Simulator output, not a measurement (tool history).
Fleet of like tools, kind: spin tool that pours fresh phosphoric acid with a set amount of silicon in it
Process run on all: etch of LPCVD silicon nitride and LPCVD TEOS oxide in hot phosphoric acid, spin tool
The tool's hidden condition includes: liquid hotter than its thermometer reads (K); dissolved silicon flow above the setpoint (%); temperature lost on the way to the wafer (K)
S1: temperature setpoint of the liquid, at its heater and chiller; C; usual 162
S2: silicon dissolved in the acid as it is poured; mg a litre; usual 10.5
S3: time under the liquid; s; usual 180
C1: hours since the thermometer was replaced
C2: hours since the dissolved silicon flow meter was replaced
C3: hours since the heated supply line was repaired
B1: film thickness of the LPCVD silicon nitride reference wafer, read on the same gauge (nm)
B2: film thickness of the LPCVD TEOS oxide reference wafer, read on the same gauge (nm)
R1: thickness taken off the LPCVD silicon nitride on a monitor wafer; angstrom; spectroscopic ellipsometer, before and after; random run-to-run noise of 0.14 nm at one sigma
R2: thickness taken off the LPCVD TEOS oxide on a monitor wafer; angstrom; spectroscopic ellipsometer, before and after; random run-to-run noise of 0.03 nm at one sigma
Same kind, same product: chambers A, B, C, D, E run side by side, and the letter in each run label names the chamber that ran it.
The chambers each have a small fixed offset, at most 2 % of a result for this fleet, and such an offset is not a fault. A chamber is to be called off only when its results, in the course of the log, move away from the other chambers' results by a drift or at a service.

| run | hour | S1 | S2 | S3 | C1 | C2 | C3 | B1 | B2 | R1 | R2 |
|---|---|---|---|---|---|---|---|---|---|---|---|
| 1D | 11.9 | 162 | 10.5 | 180 | 951.2 | 376 | 150.7 | 110.01 | 139.99 | 167.19 | 6.1461 |
| 2B | 23.3 | 162 | 10.5 | 180 | 531.5 | 1026.3 | 195.3 | 110.01 | 140 | 165.77 | 6.4741 |
| 3E | 34.1 | 162 | 10.5 | 180 | 842.8 | 448.6 | 987.8 | 110 | 139.99 | 172.13 | 6.483 |
| 4C | 42.8 | 162 | 10.5 | 180 | 158.7 | 805.9 | 3402.8 | 110.01 | 140.01 | 166.95 | 5.8609 |
|  | 47.4 | chamber C: heated supply line repaired |
| 5A | 54.4 | 162 | 10.5 | 180 | 1170.5 | 1345.1 | 1161.1 | 110.07 | 140.01 | 169.84 | 6.8098 |
| 6C | 61.8 | 162 | 10.5 | 180 | 177.7 | 824.9 | 14.4 | 109.98 | 139.96 | 169.37 | 6.8594 |
| 7E | 75.2 | 162 | 10.5 | 180 | 883.9 | 489.7 | 1028.9 | 109.98 | 139.98 | 167.37 | 6.7644 |
| 8A | 83.1 | 162 | 10.5 | 180 | 1199.2 | 1373.8 | 1189.8 | 110.01 | 139.99 | 169.53 | 6.7709 |
| 9B | 94.4 | 162 | 10.5 | 180 | 602.6 | 1097.4 | 266.4 | 110.04 | 139.99 | 164.01 | 6.614 |
| 10D | 105.6 | 162 | 10.5 | 180 | 1044.9 | 469.7 | 244.4 | 110.06 | 140.01 | 168.07 | 6.463 |
| 11C | 115 | 162 | 10.5 | 180 | 230.9 | 878.1 | 67.6 | 109.97 | 140.02 | 169.42 | 6.6839 |
|  | 116.4 | chamber B: dissolved silicon flow meter replaced |
| 12A | 124 | 162 | 10.5 | 180 | 1240.1 | 1414.7 | 1230.7 | 110.01 | 140.03 | 168.73 | 6.6623 |
| 13D | 133.9 | 162 | 10.5 | 180 | 1073.2 | 498 | 272.7 | 110.03 | 140 | 166.65 | 6.8757 |
| 14E | 144.8 | 162 | 10.5 | 180 | 953.5 | 559.3 | 1098.5 | 110 | 139.95 | 169.58 | 6.513 |
| 15B | 159.1 | 162 | 10.5 | 180 | 667.3 | 42.8 | 331.1 | 110.03 | 139.97 | 165.39 | 6.3954 |
| 16E | 166.2 | 162 | 10.5 | 180 | 974.9 | 580.7 | 1119.9 | 109.98 | 140.05 | 169.26 | 6.2511 |
| 17C | 180.5 | 162 | 10.5 | 180 | 296.4 | 943.6 | 133.1 | 110.01 | 140 | 167.65 | 6.2693 |
| 18A | 192.5 | 162 | 10.5 | 180 | 1308.6 | 1483.2 | 1299.2 | 110 | 139.98 | 168.32 | 6.8811 |
| 19B | 203.7 | 162 | 10.5 | 180 | 711.9 | 87.4 | 375.7 | 110.02 | 139.99 | 167.78 | 6.5102 |
|  | 208.6 | chamber D: dissolved silicon flow meter replaced |
| 20D | 214.2 | 162 | 10.5 | 180 | 1153.5 | 5.6 | 353 | 109.94 | 140.02 | 175.6 | 6.9815 |
| 21C | 225.9 | 162 | 10.5 | 180 | 341.8 | 989 | 178.5 | 110.04 | 139.95 | 168.1 | 6.9045 |
| 22E | 236.9 | 162 | 10.5 | 180 | 1045.6 | 651.4 | 1190.6 | 110.04 | 139.99 | 169.68 | 6.8029 |
| 23A | 243.9 | 162 | 10.5 | 180 | 1360 | 1534.6 | 1350.6 | 110.03 | 140.02 | 168.94 | 6.6662 |
| 24D | 254.7 | 162 | 10.5 | 180 | 1194 | 46.1 | 393.5 | 110 | 140 | 171.3 | 7.4385 |
| 25B | 267.4 | 162 | 6.5 | 180 | 775.6 | 151.1 | 439.4 | 109.98 | 140 | 162.55 | 7.3236 |
| 26E | 277 | 162 | 6.5 | 180 | 1085.7 | 691.5 | 1230.7 | 109.99 | 139.95 | 170.13 | 7.0105 |
| 27B | 292.9 | 162 | 6.5 | 180 | 801.1 | 176.6 | 464.9 | 110.04 | 139.99 | 165.57 | 6.6419 |
|  | 301.8 | chamber A: dissolved silicon flow meter replaced |
| 28C | 308.2 | 162 | 6.5 | 180 | 424.1 | 1071.3 | 260.8 | 109.97 | 140 | 167.97 | 6.9586 |
| 29D | 315.8 | 162 | 6.5 | 180 | 1255.1 | 107.2 | 454.6 | 109.99 | 139.98 | 177.81 | 8.1047 |
| 30A | 323.3 | 162 | 2.5 | 100 | 1439.4 | 21.6 | 1430 | 110.01 | 140.03 | 93.678 | 4.48 |
| 31E | 333.4 | 162 | 2.5 | 100 | 1142.1 | 747.9 | 1287.1 | 110.06 | 139.99 | 93.797 | 4.242 |

Is one chamber off against the others, does the gauge drift, or is nothing wrong? If a chamber is off, say which, and what the likeliest cause is.

It is chamber D that slowly wanders off from its peers.
Cause: liquid hotter than its thermometer reads (K) = 2.45.

Below are 4 candidate recipes for chamber D's next run, each the usual settings with a change, their results shown as question marks. Which of them brings D's results back in line with what the other chambers give on the usual settings?
A result is in line if it is within this distance of the other chambers' mean on the usual settings: R1 4.9 angstrom; R2 1.1 angstrom
| 32D-1 | 344.8 | 162.5 | 7.5 | 190 |  |  |  |  |  | ? | ? |
| 32D-2 | 344.8 | 161.5 | 13.5 | 170 |  |  |  |  |  | ? | ? |
| 32D-3 | 344.8 | 162 | 9.5 | 185 |  |  |  |  |  | ? | ? |
| 32D-4 | 344.8 | 162 | 11.5 | 175 |  |  |  |  |  | ? | ? |

What the other chambers average on the usual settings: R1 168.05 angstrom; R2 6.5349 angstrom
| run | R1 | R2 |
|---|---|---|
| 32D-1 | 192.47 | 8.9632 |
| 32D-2 | 166.64 | 6.5159 |
| 32D-3 | 184.35 | 8.0621 |
| 32D-4 | 174.39 | 7.2911 |
The answer is 32D-2, which returns the chamber to within the allowed miss of the others.

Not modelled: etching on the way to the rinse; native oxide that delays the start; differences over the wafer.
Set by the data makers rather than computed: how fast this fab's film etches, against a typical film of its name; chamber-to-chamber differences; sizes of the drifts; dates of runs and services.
